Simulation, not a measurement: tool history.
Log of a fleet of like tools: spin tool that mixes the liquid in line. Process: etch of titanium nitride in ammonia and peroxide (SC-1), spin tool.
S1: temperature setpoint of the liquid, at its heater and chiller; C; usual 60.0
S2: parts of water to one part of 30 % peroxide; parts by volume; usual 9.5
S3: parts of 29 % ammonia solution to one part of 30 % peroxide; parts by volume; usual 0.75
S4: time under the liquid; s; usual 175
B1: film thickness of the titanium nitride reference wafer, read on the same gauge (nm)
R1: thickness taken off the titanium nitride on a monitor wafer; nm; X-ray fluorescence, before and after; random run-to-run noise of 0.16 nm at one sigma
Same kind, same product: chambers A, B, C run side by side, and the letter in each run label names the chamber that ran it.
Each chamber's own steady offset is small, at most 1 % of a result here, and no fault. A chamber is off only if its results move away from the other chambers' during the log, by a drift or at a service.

run 1B hour=3.2 | S1=60.0 S2=9.5 S3=0.75 S4=175 | B1=89.964 | R1=28.040
run 2C hour=7.9 | S1=60.0 S2=9.5 S3=0.75 S4=175 | B1=90.008 | R1=27.836
run 3A hour=13.6 | S1=60.0 S2=9.5 S3=0.75 S4=175 | B1=90.010 | R1=27.913
run 4C hour=19.0 | S1=60.0 S2=9.5 S3=0.75 S4=175 | B1=89.990 | R1=27.713
run 5A hour=24.0 | S1=60.0 S2=9.5 S3=0.75 S4=175 | B1=90.002 | R1=27.894
run 6B hour=26.7 | S1=60.0 S2=9.5 S3=0.75 S4=175 | B1=89.983 | R1=27.748
run 7A hour=31.2 | S1=55.5 S2=9.5 S3=0.75 S4=255 | B1=90.001 | R1=29.966
run 8B hour=35.8 | S1=55.5 S2=9.5 S3=0.75 S4=255 | B1=90.023 | R1=29.997
run 9C hour=39.0 | S1=55.5 S2=9.5 S3=0.75 S4=255 | B1=89.994 | R1=29.687
run 10C hour=42.9 | S1=52.5 S2=9.5 S3=0.75 S4=175 | B1=90.000 | R1=16.661
run 11A hour=47.6 | S1=52.5 S2=9.5 S3=0.75 S4=175 | B1=89.992 | R1=16.726
run 12B hour=52.2 | S1=52.5 S2=9.5 S3=0.75 S4=175 | B1=90.015 | R1=16.873
run 13C hour=56.3 | S1=60.0 S2=13.0 S3=0.50 S4=175 | B1=90.003 | R1=21.566
run 14B hour=61.4 | S1=60.0 S2=13.0 S3=0.50 S4=175 | B1=90.030 | R1=22.200
run 15A hour=65.5 | S1=60.0 S2=13.0 S3=0.50 S4=175 | B1=89.985 | R1=22.056
run 16B hour=68.9 | S1=60.0 S2=9.5 S3=0.75 S4=175 | B1=90.018 | R1=27.942
run 17A hour=73.1 | S1=67.0 S2=9.5 S3=0.75 S4=175 | B1=89.954 | R1=43.949
run 18C hour=76.1 | S1=67.0 S2=9.5 S3=0.75 S4=175 | B1=90.035 | R1=43.231
run 19C hour=81.5 | S1=67.0 S2=9.5 S3=0.75 S4=175 | B1=89.968 | R1=42.726
run 20A hour=84.7 | S1=60.0 S2=9.5 S3=0.75 S4=175 | B1=89.996 | R1=27.498
run 21B hour=87.9 | S1=60.0 S2=9.5 S3=0.75 S4=175 | B1=89.996 | R1=27.736
run 22A hour=93.3 | S1=60.0 S2=9.5 S3=0.75 S4=175 | B1=90.014 | R1=27.562
run 23B hour=98.7 | S1=60.0 S2=9.5 S3=0.75 S4=175 | B1=89.979 | R1=27.679
run 24C hour=103.5 | S1=60.0 S2=9.5 S3=0.75 S4=175 | B1=90.012 | R1=26.824
run 25B hour=109.4 | S1=60.0 S2=11.0 S3=0.75 S4=175 | B1=90.017 | R1=25.872
run 26A hour=112.2 | S1=60.0 S2=11.0 S3=0.75 S4=175 | B1=89.990 | R1=25.675
-- hour=112.5 chamber B: new drum of ammonia solution connected
run 27C hour=116.8 | S1=60.0 S2=11.0 S3=0.75 S4=175 | B1=89.972 | R1=24.668
run 28C hour=121.4 | S1=60.0 S2=9.5 S3=1.05 S4=90 | B1=89.975 | R1=14.442
run 29B hour=126.4 | S1=60.0 S2=9.5 S3=1.05 S4=90 | B1=90.010 | R1=15.063
run 30A hour=130.4 | S1=60.0 S2=9.5 S3=1.05 S4=90 | B1=89.978 | R1=14.992
run 31C hour=136.1 | S1=60.0 S2=9.5 S3=0.75 S4=175 | B1=89.999 | R1=25.895

Which is it: a chamber that has drifted or been left off by a service, a gauge drift common to all chambers, or only each chamber's usual small offset? If a chamber is off, name it and its likeliest cause.

Little by little, chamber C moves away from the other chambers.
Likeliest cause: temperature lost on the way to the wafer (K) = 0.924.
With only this log, it may be confused with: liquid colder than its thermometer reads (K).

Chamber C could run next with any of the 4 candidate recipes listed below; each alters the usual settings, and their results appear as question marks. Which one brings its results back in line with what the other chambers deliver on the usual settings?
A result is in line if it is within this distance of the other chambers' mean on the usual settings: R1 0.570 nm
run 32C-1 hour=140.4 | S1=59.0 S2=9.5 S3=0.75 S4=175 | R1=?
run 32C-2 hour=140.4 | S1=61.0 S2=9.5 S3=0.75 S4=175 | R1=?
run 32C-3 hour=140.4 | S1=60.0 S2=9.0 S3=0.75 S4=195 | R1=?
run 32C-4 hour=140.4 | S1=58.0 S2=9.5 S3=0.75 S4=175 | R1=?

Usual-settings mean across the other chambers: R1 27.822 nm
run=32C-1 R1=24.314
run=32C-2 R1=27.796
run=32C-3 R1=29.797
run=32C-4 R1=22.734
32C-2 brings the chamber back in line.

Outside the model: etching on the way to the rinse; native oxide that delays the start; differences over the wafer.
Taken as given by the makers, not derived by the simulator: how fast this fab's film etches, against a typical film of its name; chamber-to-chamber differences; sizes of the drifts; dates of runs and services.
